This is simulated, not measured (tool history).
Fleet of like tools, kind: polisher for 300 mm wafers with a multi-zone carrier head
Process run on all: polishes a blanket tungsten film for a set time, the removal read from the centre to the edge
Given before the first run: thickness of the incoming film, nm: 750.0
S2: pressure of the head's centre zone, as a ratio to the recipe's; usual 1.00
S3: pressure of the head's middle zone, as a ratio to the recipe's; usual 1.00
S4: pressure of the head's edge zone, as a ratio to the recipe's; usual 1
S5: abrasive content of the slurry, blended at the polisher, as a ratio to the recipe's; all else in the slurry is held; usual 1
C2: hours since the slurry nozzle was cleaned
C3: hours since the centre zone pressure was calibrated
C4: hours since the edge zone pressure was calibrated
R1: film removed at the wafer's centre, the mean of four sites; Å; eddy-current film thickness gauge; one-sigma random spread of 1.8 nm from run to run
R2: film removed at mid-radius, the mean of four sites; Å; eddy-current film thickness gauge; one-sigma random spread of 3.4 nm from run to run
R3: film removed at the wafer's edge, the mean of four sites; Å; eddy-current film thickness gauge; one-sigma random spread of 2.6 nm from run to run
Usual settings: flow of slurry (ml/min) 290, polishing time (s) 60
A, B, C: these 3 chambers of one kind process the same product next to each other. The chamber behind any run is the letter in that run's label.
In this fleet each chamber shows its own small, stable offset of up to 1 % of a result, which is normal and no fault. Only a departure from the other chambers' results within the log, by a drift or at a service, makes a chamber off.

Run 1C, hour 8.0: usual settings; wafers polished on this pad 888; C2 671.6; C3 149.1; C4 1108.7. Result: R1 2259.9 Å, R2 2307.8 Å, R3 2294.3 Å.
Run 2A, hour 15.1: usual settings; wafers polished on this pad 184; C2 349.4; C3 1006.0; C4 580.6. Result: R1 2262.0 Å, R2 2311.8 Å, R3 2300.0 Å.
Run 3B, hour 20.3: usual settings; wafers polished on this pad 527; C2 112.2; C3 621.3; C4 912.0. Result: R1 2300.1 Å, R2 2343.2 Å, R3 2248.6 Å.
Run 4A, hour 27.2: usual settings; wafers polished on this pad 262; C2 361.5; C3 1018.1; C4 592.7. Result: R1 2275.1 Å, R2 2294.2 Å, R3 2262.4 Å.
Run 5B, hour 32.2: usual settings; wafers polished on this pad 604; C2 124.1; C3 633.2; C4 923.9. Result: R1 2308.4 Å, R2 2293.4 Å, R3 2292.8 Å.
At hour 36.0: chamber C: edge zone pressure recalibrated.
Run 6C, hour 38.4: usual settings; wafers polished on this pad 1085; C2 702.0; C3 179.5; C4 2.5. Result: R1 2278.9 Å, R2 2339.4 Å, R3 2305.0 Å.
Run 7C, hour 45.2: usual settings but S3 0.94; wafers polished on this pad 1129; C2 708.8; C3 186.3; C4 9.3. Result: R1 2257.6 Å, R2 2183.1 Å, R3 2310.0 Å.
Run 8B, hour 52.0: usual settings but S3 0.94; wafers polished on this pad 732; C2 143.9; C3 653.0; C4 943.7. Result: R1 2299.7 Å, R2 2222.8 Å, R3 2304.6 Å.
At hour 56.2: chamber C: worn pad replaced by a new one.
Run 9A, hour 57.9: usual settings but S3 0.94; wafers polished on this pad 461; C2 392.2; C3 1048.8; C4 623.4. Result: R1 2278.6 Å, R2 2140.2 Å, R3 2214.6 Å.
Run 10B, hour 63.9: usual settings; wafers polished on this pad 809; C2 155.8; C3 664.9; C4 955.6. Result: R1 2297.2 Å, R2 2338.2 Å, R3 2282.4 Å.
Run 11C, hour 69.0: usual settings; wafers polished on this pad 83; C2 732.6; C3 210.1; C4 33.1. Result: R1 2280.3 Å, R2 2298.7 Å, R3 2310.4 Å.
At hour 72.8: chamber A: centre zone pressure recalibrated.
Run 12A, hour 75.4: usual settings; wafers polished on this pad 574; C2 409.7; C3 2.6; C4 640.9. Result: R1 2241.1 Å, R2 2291.3 Å, R3 2256.2 Å.
At hour 78.8: chamber C: slurry nozzle cleaned.
Run 13C, hour 83.5: usual settings but flow of slurry (ml/min) 235, S2 1.05; wafers polished on this pad 176; C2 4.7; C3 224.6; C4 47.6. Result: R1 2342.9 Å, R2 2310.1 Å, R3 2279.6 Å.
Run 14A, hour 91.4: usual settings but flow of slurry (ml/min) 235, S2 1.05; wafers polished on this pad 678; C2 425.7; C3 18.6; C4 656.9. Result: R1 2294.1 Å, R2 2209.7 Å, R3 2189.9 Å.
Run 15B, hour 95.6: usual settings but flow of slurry (ml/min) 235, S2 1.05; wafers polished on this pad 1015; C2 187.5; C3 696.6; C4 987.3. Result: R1 2361.5 Å, R2 2240.2 Å, R3 2231.6 Å.
Run 16C, hour 102.3: usual settings; wafers polished on this pad 298; C2 23.5; C3 243.4; C4 66.4. Result: R1 2265.5 Å, R2 2247.8 Å, R3 2299.2 Å.
Run 17A, hour 111.0: usual settings; wafers polished on this pad 804; C2 445.3; C3 38.2; C4 676.5. Result: R1 2197.4 Å, R2 2234.7 Å, R3 2196.7 Å.
Run 18B, hour 119.7: usual settings but flow of slurry (ml/min) 355; wafers polished on this pad 1170; C2 211.6; C3 720.7; C4 1011.4. Result: R1 2374.9 Å, R2 2315.1 Å, R3 2277.9 Å.
Run 19C, hour 128.2: usual settings but flow of slurry (ml/min) 355; wafers polished on this pad 466; C2 49.4; C3 269.3; C4 92.3. Result: R1 2352.3 Å, R2 2296.5 Å, R3 2345.3 Å.
Run 20B, hour 132.6: usual settings but flow of slurry (ml/min) 355; wafers polished on this pad 1254; C2 224.5; C3 733.6; C4 1024.3. Result: R1 2388.8 Å, R2 2327.0 Å, R3 2353.4 Å.
Run 21A, hour 138.5: usual settings; wafers polished on this pad 982; C2 472.8; C3 65.7; C4 704.0. Result: R1 2186.8 Å, R2 2237.6 Å, R3 2201.7 Å.

Predict what each chamber gives when all 3 of them run the settings below next.
Run 22A, hour 144.9: usual settings. Result: R1 ?, R2 ?, R3 ?.
Run 22B, hour 144.9: usual settings. Result: R1 ?, R2 ?, R3 ?.
Run 22C, hour 144.9: usual settings. Result: R1 ?, R2 ?, R3 ?.

run      R1      R2      R3
22A  2180.4  2205.0  2201.8
22B  2336.5  2304.2  2260.3
22C  2283.8  2317.8  2362.0
